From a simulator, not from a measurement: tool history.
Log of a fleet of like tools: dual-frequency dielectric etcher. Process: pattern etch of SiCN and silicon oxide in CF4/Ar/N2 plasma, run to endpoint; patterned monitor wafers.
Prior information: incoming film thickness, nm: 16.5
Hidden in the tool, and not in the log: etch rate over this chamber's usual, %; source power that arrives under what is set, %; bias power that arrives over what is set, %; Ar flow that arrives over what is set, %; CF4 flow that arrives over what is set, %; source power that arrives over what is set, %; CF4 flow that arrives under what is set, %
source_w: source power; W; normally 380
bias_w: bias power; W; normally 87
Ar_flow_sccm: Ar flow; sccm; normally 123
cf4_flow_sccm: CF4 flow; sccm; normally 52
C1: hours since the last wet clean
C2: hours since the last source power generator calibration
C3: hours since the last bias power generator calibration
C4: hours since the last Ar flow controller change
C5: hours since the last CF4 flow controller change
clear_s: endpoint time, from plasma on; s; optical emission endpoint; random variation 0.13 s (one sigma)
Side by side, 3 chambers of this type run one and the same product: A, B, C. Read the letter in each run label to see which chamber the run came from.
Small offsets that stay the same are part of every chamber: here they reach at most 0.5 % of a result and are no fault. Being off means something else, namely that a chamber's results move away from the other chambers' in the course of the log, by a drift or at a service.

{"run": "1A", "hour": 1.9, "source_w": 380, "bias_w": 87, "Ar_flow_sccm": 123, "cf4_flow_sccm": 52, "C1": 330.7, "C2": 1192.3, "C3": 1801.9, "C4": 1116.8, "C5": 577.9, "clear_s": 22.6}
{"run": "2C", "hour": 5.5, "source_w": 380, "bias_w": 87, "Ar_flow_sccm": 123, "cf4_flow_sccm": 52, "C1": 198.1, "C2": 50.6, "C3": 387.5, "C4": 2380.0, "C5": 1822.6, "clear_s": 22.207}
{"hour": 9.4, "done": "chamber B: wet clean of the chamber"}
{"run": "3B", "hour": 9.5, "source_w": 380, "bias_w": 87, "Ar_flow_sccm": 123, "cf4_flow_sccm": 52, "C1": 0.2, "C2": 2016.8, "C3": 856.0, "C4": 2312.1, "C5": 2166.2, "clear_s": 22.535}
{"run": "4C", "hour": 12.7, "source_w": 380, "bias_w": 87, "Ar_flow_sccm": 123, "cf4_flow_sccm": 52, "C1": 205.3, "C2": 57.8, "C3": 394.7, "C4": 2387.2, "C5": 1829.8, "clear_s": 22.473}
{"run": "5A", "hour": 16.6, "source_w": 380, "bias_w": 87, "Ar_flow_sccm": 123, "cf4_flow_sccm": 52, "C1": 345.4, "C2": 1207.0, "C3": 1816.6, "C4": 1131.5, "C5": 592.6, "clear_s": 22.353}
{"run": "6B", "hour": 18.9, "source_w": 380, "bias_w": 107, "Ar_flow_sccm": 123, "cf4_flow_sccm": 48, "C1": 9.6, "C2": 2026.2, "C3": 865.4, "C4": 2321.5, "C5": 2175.6, "clear_s": 21.022}
{"run": "7A", "hour": 22.0, "source_w": 380, "bias_w": 107, "Ar_flow_sccm": 123, "cf4_flow_sccm": 48, "C1": 350.8, "C2": 1212.4, "C3": 1822.0, "C4": 1136.9, "C5": 598.0, "clear_s": 20.85}
{"run": "8C", "hour": 24.4, "source_w": 380, "bias_w": 107, "Ar_flow_sccm": 123, "cf4_flow_sccm": 48, "C1": 217.0, "C2": 69.5, "C3": 406.4, "C4": 2398.9, "C5": 1841.5, "clear_s": 20.897}
{"run": "9B", "hour": 27.0, "source_w": 380, "bias_w": 87, "Ar_flow_sccm": 123, "cf4_flow_sccm": 52, "C1": 17.7, "C2": 2034.3, "C3": 873.5, "C4": 2329.6, "C5": 2183.7, "clear_s": 22.494}
{"run": "10A", "hour": 29.1, "source_w": 380, "bias_w": 87, "Ar_flow_sccm": 123, "cf4_flow_sccm": 52, "C1": 357.9, "C2": 1219.5, "C3": 1829.1, "C4": 1144.0, "C5": 605.1, "clear_s": 22.618}
{"run": "11B", "hour": 32.1, "source_w": 380, "bias_w": 87, "Ar_flow_sccm": 123, "cf4_flow_sccm": 52, "C1": 22.8, "C2": 2039.4, "C3": 878.6, "C4": 2334.7, "C5": 2188.8, "clear_s": 22.402}
{"run": "12C", "hour": 34.9, "source_w": 380, "bias_w": 87, "Ar_flow_sccm": 123, "cf4_flow_sccm": 52, "C1": 227.5, "C2": 80.0, "C3": 416.9, "C4": 2409.4, "C5": 1852.0, "clear_s": 22.347}
{"run": "13B", "hour": 38.3, "source_w": 380, "bias_w": 101, "Ar_flow_sccm": 107, "cf4_flow_sccm": 52, "C1": 29.0, "C2": 2045.6, "C3": 884.8, "C4": 2340.9, "C5": 2195.0, "clear_s": 20.757}
{"run": "14A", "hour": 41.9, "source_w": 380, "bias_w": 101, "Ar_flow_sccm": 107, "cf4_flow_sccm": 52, "C1": 370.7, "C2": 1232.3, "C3": 1841.9, "C4": 1156.8, "C5": 617.9, "clear_s": 20.703}
{"run": "15C", "hour": 44.8, "source_w": 380, "bias_w": 101, "Ar_flow_sccm": 107, "cf4_flow_sccm": 52, "C1": 237.4, "C2": 89.9, "C3": 426.8, "C4": 2419.3, "C5": 1861.9, "clear_s": 20.893}
{"run": "16C", "hour": 46.8, "source_w": 380, "bias_w": 87, "Ar_flow_sccm": 123, "cf4_flow_sccm": 52, "C1": 239.4, "C2": 91.9, "C3": 428.8, "C4": 2421.3, "C5": 1863.9, "clear_s": 22.479}
{"run": "17A", "hour": 49.3, "source_w": 380, "bias_w": 87, "Ar_flow_sccm": 123, "cf4_flow_sccm": 52, "C1": 378.1, "C2": 1239.7, "C3": 1849.3, "C4": 1164.2, "C5": 625.3, "clear_s": 22.57}
{"run": "18B", "hour": 52.6, "source_w": 380, "bias_w": 87, "Ar_flow_sccm": 123, "cf4_flow_sccm": 52, "C1": 43.3, "C2": 2059.9, "C3": 899.1, "C4": 2355.2, "C5": 2209.3, "clear_s": 22.174}
{"run": "19A", "hour": 54.8, "source_w": 380, "bias_w": 87, "Ar_flow_sccm": 123, "cf4_flow_sccm": 52, "C1": 383.6, "C2": 1245.2, "C3": 1854.8, "C4": 1169.7, "C5": 630.8, "clear_s": 22.422}
{"run": "20B", "hour": 57.0, "source_w": 380, "bias_w": 87, "Ar_flow_sccm": 123, "cf4_flow_sccm": 52, "C1": 47.7, "C2": 2064.3, "C3": 903.5, "C4": 2359.6, "C5": 2213.7, "clear_s": 22.3}
{"run": "21C", "hour": 60.5, "source_w": 380, "bias_w": 87, "Ar_flow_sccm": 123, "cf4_flow_sccm": 52, "C1": 253.1, "C2": 105.6, "C3": 442.5, "C4": 2435.0, "C5": 1877.6, "clear_s": 22.424}
{"run": "22B", "hour": 63.7, "source_w": 380, "bias_w": 87, "Ar_flow_sccm": 123, "cf4_flow_sccm": 52, "C1": 54.4, "C2": 2071.0, "C3": 910.2, "C4": 2366.3, "C5": 2220.4, "clear_s": 22.455}
{"run": "23A", "hour": 66.1, "source_w": 380, "bias_w": 87, "Ar_flow_sccm": 123, "cf4_flow_sccm": 52, "C1": 394.9, "C2": 1256.5, "C3": 1866.1, "C4": 1181.0, "C5": 642.1, "clear_s": 22.48}
{"run": "24C", "hour": 68.5, "source_w": 380, "bias_w": 87, "Ar_flow_sccm": 123, "cf4_flow_sccm": 52, "C1": 261.1, "C2": 113.6, "C3": 450.5, "C4": 2443.0, "C5": 1885.6, "clear_s": 22.227}
{"run": "25C", "hour": 70.8, "source_w": 380, "bias_w": 87, "Ar_flow_sccm": 123, "cf4_flow_sccm": 52, "C1": 263.4, "C2": 115.9, "C3": 452.8, "C4": 2445.3, "C5": 1887.9, "clear_s": 22.546}
{"run": "26A", "hour": 73.3, "source_w": 380, "bias_w": 87, "Ar_flow_sccm": 123, "cf4_flow_sccm": 52, "C1": 402.1, "C2": 1263.7, "C3": 1873.3, "C4": 1188.2, "C5": 649.3, "clear_s": 22.622}
{"run": "27B", "hour": 76.8, "source_w": 380, "bias_w": 87, "Ar_flow_sccm": 123, "cf4_flow_sccm": 52, "C1": 67.5, "C2": 2084.1, "C3": 923.3, "C4": 2379.4, "C5": 2233.5, "clear_s": 22.252}
{"run": "28A", "hour": 79.5, "source_w": 380, "bias_w": 87, "Ar_flow_sccm": 123, "cf4_flow_sccm": 52, "C1": 408.3, "C2": 1269.9, "C3": 1879.5, "C4": 1194.4, "C5": 655.5, "clear_s": 22.364}
{"run": "29B", "hour": 81.8, "source_w": 380, "bias_w": 87, "Ar_flow_sccm": 123, "cf4_flow_sccm": 52, "C1": 72.5, "C2": 2089.1, "C3": 928.3, "C4": 2384.4, "C5": 2238.5, "clear_s": 22.054}
{"run": "30C", "hour": 83.7, "source_w": 380, "bias_w": 87, "Ar_flow_sccm": 123, "cf4_flow_sccm": 52, "C1": 276.3, "C2": 128.8, "C3": 465.7, "C4": 2458.2, "C5": 1900.8, "clear_s": 22.572}
{"run": "31C", "hour": 86.9, "source_w": 380, "bias_w": 87, "Ar_flow_sccm": 123, "cf4_flow_sccm": 52, "C1": 279.5, "C2": 132.0, "C3": 468.9, "C4": 2461.4, "C5": 1904.0, "clear_s": 22.539}
{"run": "32A", "hour": 90.5, "source_w": 380, "bias_w": 87, "Ar_flow_sccm": 123, "cf4_flow_sccm": 52, "C1": 419.3, "C2": 1280.9, "C3": 1890.5, "C4": 1205.4, "C5": 666.5, "clear_s": 22.236}
{"run": "33B", "hour": 94.2, "source_w": 380, "bias_w": 87, "Ar_flow_sccm": 123, "cf4_flow_sccm": 52, "C1": 84.9, "C2": 2101.5, "C3": 940.7, "C4": 2396.8, "C5": 2250.9, "clear_s": 22.5}
{"run": "34C", "hour": 98.0, "source_w": 380, "bias_w": 87, "Ar_flow_sccm": 123, "cf4_flow_sccm": 52, "C1": 290.6, "C2": 143.1, "C3": 480.0, "C4": 2472.5, "C5": 1915.1, "clear_s": 22.343}
{"run": "35B", "hour": 100.9, "source_w": 380, "bias_w": 87, "Ar_flow_sccm": 123, "cf4_flow_sccm": 52, "C1": 91.6, "C2": 2108.2, "C3": 947.4, "C4": 2403.5, "C5": 2257.6, "clear_s": 22.549}

Each of the 3 chambers runs these same settings next. Fill in every chamber's results:
{"run": "36A", "hour": 104.0, "source_w": 380, "bias_w": 87, "Ar_flow_sccm": 123, "cf4_flow_sccm": 52, "clear_s": "?"}
{"run": "36B", "hour": 104.0, "source_w": 380, "bias_w": 87, "Ar_flow_sccm": 123, "cf4_flow_sccm": 52, "clear_s": "?"}
{"run": "36C", "hour": 104.0, "source_w": 380, "bias_w": 87, "Ar_flow_sccm": 123, "cf4_flow_sccm": 52, "clear_s": "?"}

run=36A clear_s=22.684
run=36B clear_s=22.375
run=36C clear_s=22.309
